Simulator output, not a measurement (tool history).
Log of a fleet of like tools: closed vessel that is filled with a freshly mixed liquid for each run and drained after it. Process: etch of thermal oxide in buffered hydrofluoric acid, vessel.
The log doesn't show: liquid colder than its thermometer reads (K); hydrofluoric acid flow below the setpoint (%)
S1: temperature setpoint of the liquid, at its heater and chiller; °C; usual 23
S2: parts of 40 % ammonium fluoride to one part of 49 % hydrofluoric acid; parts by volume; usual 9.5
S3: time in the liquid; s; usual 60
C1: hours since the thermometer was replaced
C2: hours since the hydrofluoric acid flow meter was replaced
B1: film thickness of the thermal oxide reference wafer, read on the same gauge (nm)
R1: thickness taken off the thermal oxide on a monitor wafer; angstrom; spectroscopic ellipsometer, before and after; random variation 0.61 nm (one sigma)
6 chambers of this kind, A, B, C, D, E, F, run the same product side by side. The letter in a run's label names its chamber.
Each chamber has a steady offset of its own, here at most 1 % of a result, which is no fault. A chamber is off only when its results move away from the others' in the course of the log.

run	hour	S1	S2	S3	C1	C2	B1	R1
1A	6.3	23	9.5	60	1798.3	446	110	676.36
# hour 12.8: chamber A: hydrofluoric acid flow meter replaced
2B	14.9	23	9.5	60	479.1	1235	109.99	682.41
3F	28.1	23	9.5	60	1594.2	371	110.02	670.71
4D	36.9	23	9.5	60	692.7	59.3	109.98	670.49
5C	45.1	23	9.5	60	669	917	109.99	682.19
6E	55.1	23	9.5	60	388.2	1453.7	110.01	673.13
7A	64.1	23	9.5	60	1856.1	51.3	109.99	673.85
8E	75.6	23	9.5	60	408.7	1474.2	110	679.94
9F	83	23	9.5	60	1649.1	425.9	110.01	679.22
10B	94.4	27	12	60	558.6	1314.5	109.99	673.11
11D	103.1	27	12	60	758.9	125.5	110.01	668.3
12C	112.4	27	12	60	736.3	984.3	110.02	684.51
13C	124.8	27	12	60	748.7	996.7	109.97	675.29
14E	136	27	12	60	469.1	1534.6	110.02	691
15A	145.1	27	12	60	1937.1	132.3	110.01	680.41
16F	157.7	23	9.5	60	1723.8	500.6	110.01	676.34
17B	169.7	23	9.5	60	633.9	1389.8	110.04	673.59
18D	179.9	23	9.5	60	835.7	202.3	110.02	655.91
19A	192.1	23	9.5	60	1984.1	179.3	109.96	691.46
20D	201.5	23	7	60	857.3	223.9	110.05	885.77
21F	213.2	23	7	60	1779.3	556.1	110.01	909.74
22B	224.6	23	7	60	688.8	1444.7	109.96	911.25
23C	232.2	23	7	60	856.1	1104.1	109.98	905.95
24E	241.7	23	7	60	574.8	1640.3	110.04	931.32
25B	254.5	23	7	60	718.7	1474.6	109.98	916.08
26A	262.6	23	9.5	60	2054.6	249.8	110	684.72
27E	271.1	23	9.5	60	604.2	1669.7	110.04	672.55
28F	278.3	18.5	13.5	60	1844.4	621.2	110.03	381.55
29D	288.7	18.5	13.5	60	944.5	311.1	110.01	352.48
30C	301.6	18.5	13.5	60	925.5	1173.5	109.99	382.14
31F	313.3	18.5	13.5	60	1879.4	656.2	110.01	377.16
32E	321	18.5	13.5	60	654.1	1719.6	110.07	374.22
33D	328.6	18.5	13.5	60	984.4	351	109.99	346.51
34C	335.3	23	8.5	60	959.2	1207.2	110	738.64
35B	346.3	23	8.5	60	810.5	1566.4	109.97	743.2
36A	356.7	23	8.5	60	2148.7	343.9	110.04	737.85
37D	369.5	23	8.5	60	1025.3	391.9	110.04	680.66
# hour 378.7: chamber A: thermometer replaced
38F	379.6	23	8.5	60	1945.7	722.5	109.97	732.93
39E	391.1	23	8.5	60	724.2	1789.7	110.01	750.15
40C	402.9	23	9.5	60	1026.8	1274.8	110.01	668.94
41B	414.2	23	9.5	50	878.4	1634.3	110.04	553.56
42A	422.2	23	9.5	50	43.5	409.4	110.02	561.61

Next, every chamber runs the same settings. What will each give?
43A	431.7	25.5	9.5	60				?
43B	431.7	25.5	9.5	60				?
43C	431.7	25.5	9.5	60				?
43D	431.7	25.5	9.5	60				?
43E	431.7	25.5	9.5	60				?
43F	431.7	25.5	9.5	60				?

run	R1
43A	783.49
43B	761.17
43C	773.41
43D	692.9
43E	794.78
43F	769.31

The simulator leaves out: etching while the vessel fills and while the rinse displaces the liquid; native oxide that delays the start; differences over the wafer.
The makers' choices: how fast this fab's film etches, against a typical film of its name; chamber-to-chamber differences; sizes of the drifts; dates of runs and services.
